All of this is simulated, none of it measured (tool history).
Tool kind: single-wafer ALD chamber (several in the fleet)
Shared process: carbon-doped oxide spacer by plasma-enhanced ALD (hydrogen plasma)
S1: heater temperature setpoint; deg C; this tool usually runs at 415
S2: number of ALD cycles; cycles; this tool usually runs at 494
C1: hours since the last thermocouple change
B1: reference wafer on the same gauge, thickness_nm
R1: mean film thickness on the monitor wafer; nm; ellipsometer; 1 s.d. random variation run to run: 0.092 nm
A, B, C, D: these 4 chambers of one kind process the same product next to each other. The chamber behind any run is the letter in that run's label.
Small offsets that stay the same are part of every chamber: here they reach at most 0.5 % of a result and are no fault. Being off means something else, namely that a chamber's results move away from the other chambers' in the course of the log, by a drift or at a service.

{"run": "1D", "hour": 3.9, "S1": 415, "S2": 494, "C1": 97.2, "B1": 28.009, "R1": 23.42}
{"run": "2B", "hour": 6.3, "S1": 415, "S2": 494, "C1": 987.9, "B1": 27.991, "R1": 23.799}
{"run": "3C", "hour": 9.3, "S1": 415, "S2": 494, "C1": 507.8, "B1": 28.014, "R1": 23.496}
{"run": "4A", "hour": 12.5, "S1": 415, "S2": 494, "C1": 608.3, "B1": 28.025, "R1": 23.574}
{"run": "5C", "hour": 16.4, "S1": 415, "S2": 494, "C1": 514.9, "B1": 27.997, "R1": 23.579}
{"run": "6D", "hour": 19.3, "S1": 415, "S2": 494, "C1": 112.6, "B1": 28.007, "R1": 23.661}
{"run": "7A", "hour": 23.9, "S1": 415, "S2": 494, "C1": 619.7, "B1": 28.016, "R1": 23.442}
{"run": "8B", "hour": 26.5, "S1": 406, "S2": 494, "C1": 1008.1, "B1": 27.977, "R1": 24.393}
{"run": "9D", "hour": 29.1, "S1": 406, "S2": 494, "C1": 122.4, "B1": 28.011, "R1": 24.223}
{"run": "10B", "hour": 32.8, "S1": 406, "S2": 494, "C1": 1014.4, "B1": 27.997, "R1": 24.441}
{"run": "11A", "hour": 35.0, "S1": 406, "S2": 494, "C1": 630.8, "B1": 28.018, "R1": 24.14}
{"run": "12C", "hour": 38.1, "S1": 415, "S2": 494, "C1": 536.6, "B1": 28.006, "R1": 23.498}
{"run": "13B", "hour": 42.2, "S1": 415, "S2": 494, "C1": 1023.8, "B1": 27.999, "R1": 23.676}
{"run": "14D", "hour": 45.6, "S1": 415, "S2": 494, "C1": 138.9, "B1": 28.028, "R1": 23.623}
{"run": "15A", "hour": 47.8, "S1": 415, "S2": 494, "C1": 643.6, "B1": 28.01, "R1": 23.719}
{"run": "16C", "hour": 51.7, "S1": 415, "S2": 494, "C1": 550.2, "B1": 28.024, "R1": 23.529}
{"run": "17A", "hour": 55.8, "S1": 415, "S2": 415, "C1": 651.6, "B1": 27.965, "R1": 19.769}
{"run": "18B", "hour": 57.9, "S1": 415, "S2": 415, "C1": 1039.5, "B1": 28.009, "R1": 19.968}
{"run": "19D", "hour": 62.7, "S1": 415, "S2": 415, "C1": 156.0, "B1": 28.025, "R1": 19.809}
{"run": "20C", "hour": 66.2, "S1": 415, "S2": 415, "C1": 564.7, "B1": 28.026, "R1": 19.743}
{"run": "21D", "hour": 69.7, "S1": 415, "S2": 494, "C1": 163.0, "B1": 28.007, "R1": 23.59}
{"run": "22A", "hour": 72.7, "S1": 415, "S2": 494, "C1": 668.5, "B1": 27.995, "R1": 23.453}
{"run": "23C", "hour": 76.5, "S1": 415, "S2": 494, "C1": 575.0, "B1": 27.993, "R1": 23.451}
{"run": "24B", "hour": 79.1, "S1": 415, "S2": 494, "C1": 1060.7, "B1": 28.021, "R1": 23.536}
{"run": "25B", "hour": 83.5, "S1": 415, "S2": 494, "C1": 1065.1, "B1": 27.99, "R1": 23.766}
{"run": "26C", "hour": 87.3, "S1": 415, "S2": 494, "C1": 585.8, "B1": 28.005, "R1": 23.528}
{"run": "27A", "hour": 92.2, "S1": 415, "S2": 494, "C1": 688.0, "B1": 27.996, "R1": 23.754}
{"run": "28D", "hour": 96.6, "S1": 415, "S2": 494, "C1": 189.9, "B1": 27.992, "R1": 23.608}
{"run": "29D", "hour": 100.2, "S1": 415, "S2": 494, "C1": 193.5, "B1": 28.004, "R1": 23.527}
{"run": "30C", "hour": 104.1, "S1": 415, "S2": 494, "C1": 602.6, "B1": 27.986, "R1": 23.573}
{"run": "31A", "hour": 107.9, "S1": 415, "S2": 494, "C1": 703.7, "B1": 27.985, "R1": 23.415}
{"run": "32B", "hour": 111.1, "S1": 415, "S2": 494, "C1": 1092.7, "B1": 27.993, "R1": 23.549}
{"run": "33A", "hour": 114.1, "S1": 415, "S2": 494, "C1": 709.9, "B1": 28.016, "R1": 23.601}
{"run": "34B", "hour": 116.9, "S1": 415, "S2": 552, "C1": 1098.5, "B1": 27.981, "R1": 26.443}
{"run": "35C", "hour": 120.2, "S1": 415, "S2": 552, "C1": 618.7, "B1": 27.98, "R1": 26.293}
{"run": "36D", "hour": 124.5, "S1": 415, "S2": 552, "C1": 217.8, "B1": 27.997, "R1": 26.299}
{"run": "37B", "hour": 128.7, "S1": 415, "S2": 552, "C1": 1110.3, "B1": 28.004, "R1": 26.414}
{"run": "38D", "hour": 133.4, "S1": 415, "S2": 494, "C1": 226.7, "B1": 28.013, "R1": 23.579}
{"run": "39A", "hour": 138.1, "S1": 415, "S2": 494, "C1": 733.9, "B1": 27.983, "R1": 23.582}
{"run": "40C", "hour": 141.3, "S1": 415, "S2": 494, "C1": 639.8, "B1": 28.023, "R1": 23.482}
{"run": "41C", "hour": 145.8, "S1": 415, "S2": 494, "C1": 644.3, "B1": 28.01, "R1": 23.563}
{"run": "42A", "hour": 148.9, "S1": 415, "S2": 494, "C1": 744.7, "B1": 27.997, "R1": 23.464}
{"run": "43D", "hour": 152.1, "S1": 415, "S2": 494, "C1": 245.4, "B1": 28.037, "R1": 23.701}
{"run": "44B", "hour": 155.2, "S1": 407, "S2": 403, "C1": 1136.8, "B1": 27.968, "R1": 19.856}

Each of the 4 chambers runs these same settings next. Fill in every chamber's results:
{"run": "45A", "hour": 158.7, "S1": 407, "S2": 494, "R1": "?"}
{"run": "45B", "hour": 158.7, "S1": 407, "S2": 494, "R1": "?"}
{"run": "45C", "hour": 158.7, "S1": 407, "S2": 494, "R1": "?"}
{"run": "45D", "hour": 158.7, "S1": 407, "S2": 494, "R1": "?"}

run=45A R1=24.150
run=45B R1=24.384
run=45C R1=23.981
run=45D R1=24.127

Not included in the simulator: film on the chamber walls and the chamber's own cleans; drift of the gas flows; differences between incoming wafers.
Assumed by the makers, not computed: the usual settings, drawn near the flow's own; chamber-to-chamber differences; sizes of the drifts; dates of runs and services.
